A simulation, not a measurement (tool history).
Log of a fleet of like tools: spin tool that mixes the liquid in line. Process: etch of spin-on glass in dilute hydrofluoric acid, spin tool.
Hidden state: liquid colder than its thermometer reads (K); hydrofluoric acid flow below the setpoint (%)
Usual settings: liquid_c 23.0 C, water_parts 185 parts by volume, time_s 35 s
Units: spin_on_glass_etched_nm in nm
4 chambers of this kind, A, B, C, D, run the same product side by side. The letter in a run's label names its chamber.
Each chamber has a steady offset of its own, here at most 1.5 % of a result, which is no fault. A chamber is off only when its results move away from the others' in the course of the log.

| run | hour | liquid_c | water_parts | time_s | hours since the thermometer was replaced | hours since the hydrofluoric acid flow meter was replaced | read-back film thickness of the spin-on glass reference wafer, read on the same gauge (nm) | spin_on_glass_etched_nm |
|---|---|---|---|---|---|---|---|---|
| 1C | 5.8 | 23.0 | 185 | 35 | 887.1 | 1138.3 | 69.982 | 10.4230 |
| 2D | 18.4 | 23.0 | 185 | 35 | 204.3 | 34.0 | 70.058 | 10.3100 |
| 3A | 29.0 | 23.0 | 185 | 35 | 515.0 | 905.9 | 69.972 | 10.5100 |
| 4B | 37.7 | 23.0 | 185 | 35 | 1708.7 | 2058.0 | 70.042 | 10.4500 |
| 5A | 49.7 | 23.0 | 130 | 35 | 535.7 | 926.6 | 70.022 | 15.3960 |
| 6D | 57.2 | 23.0 | 130 | 35 | 243.1 | 72.8 | 69.996 | 15.1760 |
| 7C | 63.3 | 23.0 | 130 | 35 | 944.6 | 1195.8 | 69.988 | 15.6000 |
| 8B | 70.2 | 23.0 | 130 | 35 | 1741.2 | 2090.5 | 70.004 | 15.7000 |
| 9C | 77.6 | 23.0 | 185 | 35 | 958.9 | 1210.1 | 69.986 | 10.3220 |
| 10D | 89.9 | 23.0 | 185 | 35 | 275.8 | 105.5 | 70.016 | 10.1710 |
| 11A | 100.8 | 23.0 | 185 | 35 | 586.8 | 977.7 | 70.025 | 10.5300 |
| 12B | 107.5 | 23.0 | 185 | 35 | 1778.5 | 2127.8 | 70.003 | 10.3430 |
| 13C | 114.2 | 20.5 | 185 | 35 | 995.5 | 1246.7 | 69.988 | 9.4410 |
| 14B | 122.3 | 20.5 | 185 | 35 | 1793.3 | 2142.6 | 69.999 | 9.5232 |
| 15D | 129.6 | 20.5 | 185 | 35 | 315.5 | 145.2 | 69.999 | 9.2242 |
| 16A | 135.4 | 20.5 | 185 | 35 | 621.4 | 1012.3 | 69.986 | 9.4204 |
| 17D | 142.5 | 23.0 | 185 | 35 | 328.4 | 158.1 | 69.967 | 10.0390 |
| 18B | 152.2 | 23.0 | 185 | 35 | 1823.2 | 2172.5 | 69.978 | 10.5070 |
| 19A | 164.6 | 23.0 | 185 | 25 | 650.6 | 1041.5 | 69.984 | 7.4589 |
| 20C | 170.7 | 23.0 | 185 | 25 | 1052.0 | 1303.2 | 70.013 | 7.4247 |
|  | 174.5 | chamber A: thermometer replaced |
| 21A | 179.3 | 23.0 | 185 | 25 | 4.8 | 1056.2 | 69.977 | 7.4419 |
| 22D | 191.1 | 23.0 | 185 | 25 | 377.0 | 206.7 | 69.968 | 7.1413 |
| 23C | 197.2 | 23.0 | 185 | 35 | 1078.5 | 1329.7 | 70.029 | 10.1820 |
| 24B | 206.4 | 23.0 | 185 | 35 | 1877.4 | 2226.7 | 70.014 | 10.4720 |
| 25A | 215.9 | 23.0 | 185 | 35 | 41.4 | 1092.8 | 69.974 | 10.2670 |
| 26D | 228.2 | 23.0 | 185 | 35 | 414.1 | 243.8 | 70.014 | 9.6954 |
| 27B | 236.4 | 23.0 | 185 | 35 | 1907.4 | 2256.7 | 70.012 | 10.4180 |
| 28C | 248.4 | 23.0 | 185 | 35 | 1129.7 | 1380.9 | 69.966 | 10.2610 |
| 29D | 257.5 | 23.0 | 120 | 25 | 443.4 | 273.1 | 69.996 | 11.4580 |
| 30C | 268.8 | 23.0 | 120 | 25 | 1150.1 | 1401.3 | 70.023 | 12.1120 |
| 31A | 278.2 | 23.0 | 120 | 25 | 103.7 | 1155.1 | 70.041 | 12.2280 |
| 32B | 285.2 | 23.0 | 120 | 25 | 1956.2 | 2305.5 | 69.971 | 12.2690 |

What goes on in this fleet: one chamber off, a drifting gauge, or nothing beyond the chambers' own small offsets? Name the chamber and the cause, if any.

Chamber D drifts away from the others.
Cause: liquid colder than its thermometer reads (K) = 1.8.
The log may not tell that from: hydrofluoric acid flow below the setpoint (%).

Here are 4 candidates for chamber D's next run, each the usual settings with a change, their results left as question marks. Which one brings its results back in line with what the others give on the usual settings?
In line means no further than this from the other chambers' mean on the usual settings: spin_on_glass_etched_nm 0.2700 nm
| 33D-1 | 294.4 | 21.0 | 185 | 35 |  |  |  | ? |
| 33D-2 | 294.4 | 25.0 | 185 | 35 |  |  |  | ? |
| 33D-3 | 294.4 | 26.5 | 185 | 35 |  |  |  | ? |
| 33D-4 | 294.4 | 22.5 | 205 | 35 |  |  |  | ? |

The other chambers' mean on the usual settings: spin_on_glass_etched_nm 10.3740 nm
| run | spin_on_glass_etched_nm |
|---|---|
| 33D-1 | 8.9130 |
| 33D-2 | 10.3720 |
| 33D-3 | 10.9610 |
| 33D-4 | 8.3493 |
33D-2 brings the chamber back in line.
